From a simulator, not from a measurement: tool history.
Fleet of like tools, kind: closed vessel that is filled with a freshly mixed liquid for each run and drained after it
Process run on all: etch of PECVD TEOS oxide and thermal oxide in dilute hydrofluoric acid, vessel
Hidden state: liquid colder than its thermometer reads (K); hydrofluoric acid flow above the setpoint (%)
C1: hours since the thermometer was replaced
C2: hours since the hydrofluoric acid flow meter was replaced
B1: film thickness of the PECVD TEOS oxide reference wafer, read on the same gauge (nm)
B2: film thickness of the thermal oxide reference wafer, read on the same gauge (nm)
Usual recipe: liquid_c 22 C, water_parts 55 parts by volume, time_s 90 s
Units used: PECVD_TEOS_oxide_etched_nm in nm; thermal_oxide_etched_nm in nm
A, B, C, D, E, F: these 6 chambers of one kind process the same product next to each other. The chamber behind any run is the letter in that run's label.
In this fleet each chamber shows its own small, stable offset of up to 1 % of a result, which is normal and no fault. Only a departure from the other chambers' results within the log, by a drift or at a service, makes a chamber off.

{"run": "1A", "hour": 8.5, "liquid_c": 22, "water_parts": 55, "time_s": 90, "C1": 1861.7, "C2": 1053.2, "B1": 130, "B2": 50.002, "PECVD_TEOS_oxide_etched_nm": 21.511, "thermal_oxide_etched_nm": 7.3901}
{"run": "2D", "hour": 21.8, "liquid_c": 22, "water_parts": 55, "time_s": 90, "C1": 236, "C2": 1066.2, "B1": 129.99, "B2": 50.01, "PECVD_TEOS_oxide_etched_nm": 21.436, "thermal_oxide_etched_nm": 7.4218}
{"run": "3F", "hour": 33.9, "liquid_c": 22, "water_parts": 55, "time_s": 90, "C1": 395, "C2": 416.2, "B1": 130.03, "B2": 49.988, "PECVD_TEOS_oxide_etched_nm": 21.519, "thermal_oxide_etched_nm": 7.4843}
{"run": "4B", "hour": 45.0, "liquid_c": 22, "water_parts": 55, "time_s": 90, "C1": 1007.6, "C2": 1648.2, "B1": 130, "B2": 50.025, "PECVD_TEOS_oxide_etched_nm": 21.328, "thermal_oxide_etched_nm": 7.3759}
{"run": "5E", "hour": 55.1, "liquid_c": 22, "water_parts": 55, "time_s": 90, "C1": 1792.5, "C2": 594.3, "B1": 130.01, "B2": 50.013, "PECVD_TEOS_oxide_etched_nm": 21.336, "thermal_oxide_etched_nm": 7.3628}
{"run": "6C", "hour": 67.8, "liquid_c": 22, "water_parts": 55, "time_s": 90, "C1": 96.4, "C2": 634.1, "B1": 129.99, "B2": 50.028, "PECVD_TEOS_oxide_etched_nm": 21.568, "thermal_oxide_etched_nm": 7.4453}
{"run": "7C", "hour": 77.0, "liquid_c": 22, "water_parts": 25, "time_s": 110, "C1": 105.6, "C2": 643.3, "B1": 130, "B2": 50.002, "PECVD_TEOS_oxide_etched_nm": 60.621, "thermal_oxide_etched_nm": 20.97}
{"run": "8A", "hour": 91.0, "liquid_c": 22, "water_parts": 25, "time_s": 110, "C1": 1944.2, "C2": 1135.7, "B1": 130, "B2": 50.004, "PECVD_TEOS_oxide_etched_nm": 60.728, "thermal_oxide_etched_nm": 20.912}
{"run": "9E", "hour": 101.8, "liquid_c": 22, "water_parts": 25, "time_s": 110, "C1": 1839.2, "C2": 641, "B1": 130.01, "B2": 50.005, "PECVD_TEOS_oxide_etched_nm": 58.723, "thermal_oxide_etched_nm": 20.341}
{"run": "10D", "hour": 109.6, "liquid_c": 22, "water_parts": 25, "time_s": 110, "C1": 323.8, "C2": 1154, "B1": 130, "B2": 49.986, "PECVD_TEOS_oxide_etched_nm": 60.656, "thermal_oxide_etched_nm": 21.023}
{"run": "11B", "hour": 123.1, "liquid_c": 22, "water_parts": 25, "time_s": 110, "C1": 1085.7, "C2": 1726.3, "B1": 130.01, "B2": 50.013, "PECVD_TEOS_oxide_etched_nm": 58.196, "thermal_oxide_etched_nm": 20.239}
{"hour": 135.0, "done": "chamber D: hydrofluoric acid flow meter replaced"}
{"run": "12F", "hour": 136.2, "liquid_c": 22, "water_parts": 25, "time_s": 110, "C1": 497.3, "C2": 518.5, "B1": 130, "B2": 49.976, "PECVD_TEOS_oxide_etched_nm": 61.223, "thermal_oxide_etched_nm": 21.271}
{"run": "13A", "hour": 147.6, "liquid_c": 22, "water_parts": 55, "time_s": 90, "C1": 2000.8, "C2": 1192.3, "B1": 129.99, "B2": 49.982, "PECVD_TEOS_oxide_etched_nm": 21.366, "thermal_oxide_etched_nm": 7.4153}
{"run": "14C", "hour": 154.2, "liquid_c": 22, "water_parts": 55, "time_s": 90, "C1": 182.8, "C2": 720.5, "B1": 130, "B2": 50.007, "PECVD_TEOS_oxide_etched_nm": 21.513, "thermal_oxide_etched_nm": 7.4224}
{"run": "15E", "hour": 160.2, "liquid_c": 22, "water_parts": 55, "time_s": 90, "C1": 1897.6, "C2": 699.4, "B1": 130.02, "B2": 50.013, "PECVD_TEOS_oxide_etched_nm": 21.412, "thermal_oxide_etched_nm": 7.4567}
{"run": "16F", "hour": 169.4, "liquid_c": 22, "water_parts": 55, "time_s": 90, "C1": 530.5, "C2": 551.7, "B1": 130.01, "B2": 49.999, "PECVD_TEOS_oxide_etched_nm": 21.32, "thermal_oxide_etched_nm": 7.5443}
{"run": "17D", "hour": 179.7, "liquid_c": 22, "water_parts": 75, "time_s": 90, "C1": 393.9, "C2": 44.7, "B1": 129.99, "B2": 50, "PECVD_TEOS_oxide_etched_nm": 15.242, "thermal_oxide_etched_nm": 5.3628}
{"run": "18B", "hour": 190.5, "liquid_c": 22, "water_parts": 75, "time_s": 90, "C1": 1153.1, "C2": 1793.7, "B1": 130.03, "B2": 49.973, "PECVD_TEOS_oxide_etched_nm": 15.354, "thermal_oxide_etched_nm": 5.3474}
{"run": "19F", "hour": 196.6, "liquid_c": 22, "water_parts": 75, "time_s": 90, "C1": 557.7, "C2": 578.9, "B1": 130, "B2": 49.987, "PECVD_TEOS_oxide_etched_nm": 15.164, "thermal_oxide_etched_nm": 5.299}
{"run": "20D", "hour": 205.1, "liquid_c": 22, "water_parts": 75, "time_s": 90, "C1": 419.3, "C2": 70.1, "B1": 129.97, "B2": 49.988, "PECVD_TEOS_oxide_etched_nm": 15.232, "thermal_oxide_etched_nm": 5.3285}
{"run": "21C", "hour": 213.1, "liquid_c": 22, "water_parts": 75, "time_s": 90, "C1": 241.7, "C2": 779.4, "B1": 129.99, "B2": 49.992, "PECVD_TEOS_oxide_etched_nm": 15.347, "thermal_oxide_etched_nm": 5.3008}
{"run": "22E", "hour": 220.5, "liquid_c": 22, "water_parts": 75, "time_s": 90, "C1": 1957.9, "C2": 759.7, "B1": 130.02, "B2": 49.995, "PECVD_TEOS_oxide_etched_nm": 15.322, "thermal_oxide_etched_nm": 5.3464}
{"run": "23B", "hour": 233.8, "liquid_c": 22, "water_parts": 55, "time_s": 90, "C1": 1196.4, "C2": 1837, "B1": 130.01, "B2": 50.004, "PECVD_TEOS_oxide_etched_nm": 21.242, "thermal_oxide_etched_nm": 7.4654}
{"run": "24A", "hour": 247.3, "liquid_c": 22, "water_parts": 55, "time_s": 90, "C1": 2100.5, "C2": 1292, "B1": 129.99, "B2": 49.996, "PECVD_TEOS_oxide_etched_nm": 21.511, "thermal_oxide_etched_nm": 7.3288}
{"run": "25F", "hour": 259.2, "liquid_c": 22, "water_parts": 55, "time_s": 140, "C1": 620.3, "C2": 641.5, "B1": 129.99, "B2": 50.01, "PECVD_TEOS_oxide_etched_nm": 33.552, "thermal_oxide_etched_nm": 11.617}
{"hour": 266.1, "done": "chamber B: hydrofluoric acid flow meter replaced"}
{"run": "26A", "hour": 270.1, "liquid_c": 22, "water_parts": 55, "time_s": 140, "C1": 2123.3, "C2": 1314.8, "B1": 130.03, "B2": 49.989, "PECVD_TEOS_oxide_etched_nm": 33.243, "thermal_oxide_etched_nm": 11.475}
{"run": "27E", "hour": 282.1, "liquid_c": 22, "water_parts": 55, "time_s": 140, "C1": 2019.5, "C2": 821.3, "B1": 129.99, "B2": 50.015, "PECVD_TEOS_oxide_etched_nm": 33.142, "thermal_oxide_etched_nm": 11.466}
{"run": "28B", "hour": 295.8, "liquid_c": 22, "water_parts": 55, "time_s": 140, "C1": 1258.4, "C2": 29.8, "B1": 129.99, "B2": 50.025, "PECVD_TEOS_oxide_etched_nm": 33.194, "thermal_oxide_etched_nm": 11.538}
{"run": "29C", "hour": 303.5, "liquid_c": 22, "water_parts": 55, "time_s": 140, "C1": 332.1, "C2": 869.8, "B1": 129.98, "B2": 50.003, "PECVD_TEOS_oxide_etched_nm": 33.608, "thermal_oxide_etched_nm": 11.654}
{"run": "30D", "hour": 310.9, "liquid_c": 22, "water_parts": 55, "time_s": 140, "C1": 525.1, "C2": 175.9, "B1": 129.99, "B2": 50.007, "PECVD_TEOS_oxide_etched_nm": 33.173, "thermal_oxide_etched_nm": 11.709}
{"run": "31A", "hour": 321.4, "liquid_c": 22, "water_parts": 55, "time_s": 90, "C1": 2174.6, "C2": 1366.1, "B1": 129.99, "B2": 50.005, "PECVD_TEOS_oxide_etched_nm": 21.574, "thermal_oxide_etched_nm": 7.3476}
{"run": "32C", "hour": 327.9, "liquid_c": 22, "water_parts": 55, "time_s": 90, "C1": 356.5, "C2": 894.2, "B1": 130.02, "B2": 49.996, "PECVD_TEOS_oxide_etched_nm": 21.424, "thermal_oxide_etched_nm": 7.4309}
{"run": "33F", "hour": 341.7, "liquid_c": 22, "water_parts": 55, "time_s": 90, "C1": 702.8, "C2": 724, "B1": 130.03, "B2": 49.993, "PECVD_TEOS_oxide_etched_nm": 21.399, "thermal_oxide_etched_nm": 7.4572}
{"hour": 346.4, "done": "chamber D: thermometer replaced"}
{"run": "34B", "hour": 349.1, "liquid_c": 22, "water_parts": 55, "time_s": 90, "C1": 1311.7, "C2": 83.1, "B1": 129.99, "B2": 49.992, "PECVD_TEOS_oxide_etched_nm": 21.293, "thermal_oxide_etched_nm": 7.3301}
{"run": "35D", "hour": 361.6, "liquid_c": 22, "water_parts": 55, "time_s": 90, "C1": 15.2, "C2": 226.6, "B1": 129.97, "B2": 49.988, "PECVD_TEOS_oxide_etched_nm": 21.488, "thermal_oxide_etched_nm": 7.4683}
{"run": "36E", "hour": 372.1, "liquid_c": 22, "water_parts": 55, "time_s": 90, "C1": 2109.5, "C2": 911.3, "B1": 129.98, "B2": 49.991, "PECVD_TEOS_oxide_etched_nm": 21.5, "thermal_oxide_etched_nm": 7.4117}
{"run": "37B", "hour": 382.0, "liquid_c": 22, "water_parts": 55, "time_s": 90, "C1": 1344.6, "C2": 116, "B1": 130, "B2": 50.01, "PECVD_TEOS_oxide_etched_nm": 21.397, "thermal_oxide_etched_nm": 7.3982}
{"hour": 384.3, "done": "chamber A: thermometer replaced"}
{"run": "38D", "hour": 390.3, "liquid_c": 22, "water_parts": 55, "time_s": 90, "C1": 43.9, "C2": 255.3, "B1": 130.01, "B2": 50.008, "PECVD_TEOS_oxide_etched_nm": 21.381, "thermal_oxide_etched_nm": 7.4755}
{"run": "39C", "hour": 402.8, "liquid_c": 22, "water_parts": 55, "time_s": 90, "C1": 431.4, "C2": 969.1, "B1": 130, "B2": 50.015, "PECVD_TEOS_oxide_etched_nm": 21.532, "thermal_oxide_etched_nm": 7.3972}
{"run": "40A", "hour": 409.4, "liquid_c": 22, "water_parts": 70, "time_s": 90, "C1": 25.1, "C2": 1454.1, "B1": 129.99, "B2": 49.98, "PECVD_TEOS_oxide_etched_nm": 16.531, "thermal_oxide_etched_nm": 5.6924}
{"run": "41E", "hour": 422.1, "liquid_c": 22, "water_parts": 70, "time_s": 90, "C1": 2159.5, "C2": 961.3, "B1": 129.97, "B2": 50.029, "PECVD_TEOS_oxide_etched_nm": 16.612, "thermal_oxide_etched_nm": 5.731}
{"run": "42F", "hour": 431.9, "liquid_c": 22, "water_parts": 70, "time_s": 90, "C1": 793, "C2": 814.2, "B1": 130, "B2": 50.018, "PECVD_TEOS_oxide_etched_nm": 16.58, "thermal_oxide_etched_nm": 5.7371}
{"run": "43A", "hour": 439.7, "liquid_c": 22, "water_parts": 70, "time_s": 90, "C1": 55.4, "C2": 1484.4, "B1": 130.01, "B2": 49.962, "PECVD_TEOS_oxide_etched_nm": 16.673, "thermal_oxide_etched_nm": 5.6812}
{"run": "44D", "hour": 452.9, "liquid_c": 22, "water_parts": 70, "time_s": 90, "C1": 106.5, "C2": 317.9, "B1": 130, "B2": 49.998, "PECVD_TEOS_oxide_etched_nm": 16.485, "thermal_oxide_etched_nm": 5.7514}

The same settings go to every chamber for the next run, one line per chamber below. Forecast the results for each:
{"run": "45A", "hour": 462.8, "liquid_c": 22, "water_parts": 80, "time_s": 90, "PECVD_TEOS_oxide_etched_nm": "?", "thermal_oxide_etched_nm": "?"}
{"run": "45B", "hour": 462.8, "liquid_c": 22, "water_parts": 80, "time_s": 90, "PECVD_TEOS_oxide_etched_nm": "?", "thermal_oxide_etched_nm": "?"}
{"run": "45C", "hour": 462.8, "liquid_c": 22, "water_parts": 80, "time_s": 90, "PECVD_TEOS_oxide_etched_nm": "?", "thermal_oxide_etched_nm": "?"}
{"run": "45D", "hour": 462.8, "liquid_c": 22, "water_parts": 80, "time_s": 90, "PECVD_TEOS_oxide_etched_nm": "?", "thermal_oxide_etched_nm": "?"}
{"run": "45E", "hour": 462.8, "liquid_c": 22, "water_parts": 80, "time_s": 90, "PECVD_TEOS_oxide_etched_nm": "?", "thermal_oxide_etched_nm": "?"}
{"run": "45F", "hour": 462.8, "liquid_c": 22, "water_parts": 80, "time_s": 90, "PECVD_TEOS_oxide_etched_nm": "?", "thermal_oxide_etched_nm": "?"}

run=45A PECVD_TEOS_oxide_etched_nm=14.25 thermal_oxide_etched_nm=4.9577
run=45B PECVD_TEOS_oxide_etched_nm=14.193 thermal_oxide_etched_nm=4.9602
run=45C PECVD_TEOS_oxide_etched_nm=14.265 thermal_oxide_etched_nm=4.9414
run=45D PECVD_TEOS_oxide_etched_nm=14.144 thermal_oxide_etched_nm=4.9955
run=45E PECVD_TEOS_oxide_etched_nm=14.429 thermal_oxide_etched_nm=4.9559
run=45F PECVD_TEOS_oxide_etched_nm=14.284 thermal_oxide_etched_nm=4.9578

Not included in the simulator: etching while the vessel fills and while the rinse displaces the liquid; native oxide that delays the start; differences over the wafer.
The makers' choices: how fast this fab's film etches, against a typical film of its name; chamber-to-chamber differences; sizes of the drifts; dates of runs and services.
